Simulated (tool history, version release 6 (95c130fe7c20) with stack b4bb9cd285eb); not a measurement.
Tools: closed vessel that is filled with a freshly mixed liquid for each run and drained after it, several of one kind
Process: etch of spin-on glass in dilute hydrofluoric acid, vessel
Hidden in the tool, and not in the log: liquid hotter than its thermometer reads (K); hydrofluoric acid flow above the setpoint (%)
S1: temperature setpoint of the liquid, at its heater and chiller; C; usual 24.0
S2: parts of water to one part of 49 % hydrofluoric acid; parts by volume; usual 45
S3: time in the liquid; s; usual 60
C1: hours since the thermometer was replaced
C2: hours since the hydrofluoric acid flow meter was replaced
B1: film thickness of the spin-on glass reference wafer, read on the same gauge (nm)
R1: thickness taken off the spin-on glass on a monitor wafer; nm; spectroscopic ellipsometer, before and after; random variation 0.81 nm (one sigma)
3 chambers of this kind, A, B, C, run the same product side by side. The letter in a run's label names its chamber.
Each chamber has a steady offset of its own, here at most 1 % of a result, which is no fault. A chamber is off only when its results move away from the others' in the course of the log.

run   hour    S1  S2  S3      C1      C2      B1       R1
 1B   12.6  24.0  45  60   496.1  1537.8  59.971   91.869
 2C   22.3  24.0  45  60  1692.5   606.9  59.984   92.803
 3A   28.7  24.0  45  60   465.3  1029.6  60.013   91.569
 4B   40.3  24.0  45  60   523.8  1565.5  60.029   92.127
 5C   52.2  24.0  45  60  1722.4   636.8  60.031   92.069
 6A   63.9  24.0  60  60   500.5  1064.8  60.043   66.831
 7A   72.2  24.0  60  60   508.8  1073.1  60.009   67.332
      82.0  -- chamber A: thermometer replaced
 8C   84.2  24.0  60  60  1754.4   668.8  60.003   68.231
 9B   95.4  24.0  45  60   578.9  1620.6  60.029   92.471
10B  101.9  24.0  45  60   585.4  1627.1  59.975   91.894
11A  110.3  24.0  45  60    28.4  1111.2  60.004   92.634
12C  117.5  24.0  40  60  1787.7   702.1  59.978  103.140
13C  128.4  24.0  40  60  1798.6   713.0  59.990  105.100
14A  137.0  24.0  40  60    55.1  1137.9  60.039  103.790
15B  142.9  24.0  45  60   626.4  1668.1  60.012   92.092
16A  150.8  24.0  45  75    68.9  1151.7  59.951  115.210
17C  158.3  24.0  45  75  1828.5   742.9  60.007  117.380
18B  169.0  24.0  45  75   652.5  1694.2  60.016  114.160
19A  180.3  26.0  45  60    98.4  1181.2  59.972  100.330
20B  188.3  26.0  45  60   671.8  1713.5  60.039   99.678
     197.5  -- chamber B: hydrofluoric acid flow meter replaced
21C  200.1  26.0  45  60  1870.3   784.7  59.988  103.510
22B  207.0  24.0  45  60   690.5     9.6  59.988   91.474
23A  214.0  24.0  45  60   132.1  1214.9  59.976   92.334
24C  223.2  24.0  45  60  1893.4   807.8  60.007   96.090
25B  234.4  24.0  45  60   717.9    37.0  59.995   91.235
26C  245.0  26.5  50  60  1915.2   829.6  60.013   97.190
27A  256.4  26.5  50  60   174.5  1257.3  59.999   91.087
28A  266.3  26.5  50  60   184.4  1267.2  59.969   91.692
29B  272.0  24.0  45  60   755.5    74.6  60.020   91.664
30C  283.8  21.0  45  40  1954.0   868.4  60.009   58.092
31C  290.6  21.0  45  40  1960.8   875.2  60.004   58.249
32B  300.6  21.0  45  40   784.1   103.2  59.994   54.034
     306.0  -- chamber A: hydrofluoric acid flow meter replaced
33A  313.2  24.0  45  60   231.3     7.2  60.011   91.095
34A  324.6  20.0  45  75   242.7    18.6  59.971   98.174
35B  336.5  20.0  45  75   820.0   139.1  60.020   97.959

What goes on in this fleet: one chamber off, a drifting gauge, or nothing beyond the chambers' own small offsets? Name the chamber and the cause, if any.

Chamber C drifts away from the others.
Cause: hydrofluoric acid flow above the setpoint (%) = 9.66.
The log may not tell that from: liquid hotter than its thermometer reads (K).

Here are 4 candidates for chamber C's next run, each the usual settings with a change, their results left as question marks. Which one brings its results back in line with what the others give on the usual settings?
In line means no further than this from the other chambers' mean on the usual settings: R1 2.800 nm
36C-1  345.7  23.5  45  55               ?
36C-2  345.7  25.0  45  60               ?
36C-3  345.7  26.5  45  60               ?
36C-4  345.7  23.0  45  60               ?

The other chambers' mean on the usual settings: R1 91.539 nm
  run       R1
36C-1   91.432
36C-2  106.220
36C-3  113.030
36C-4   97.686
36C-1 brings the chamber back in line.
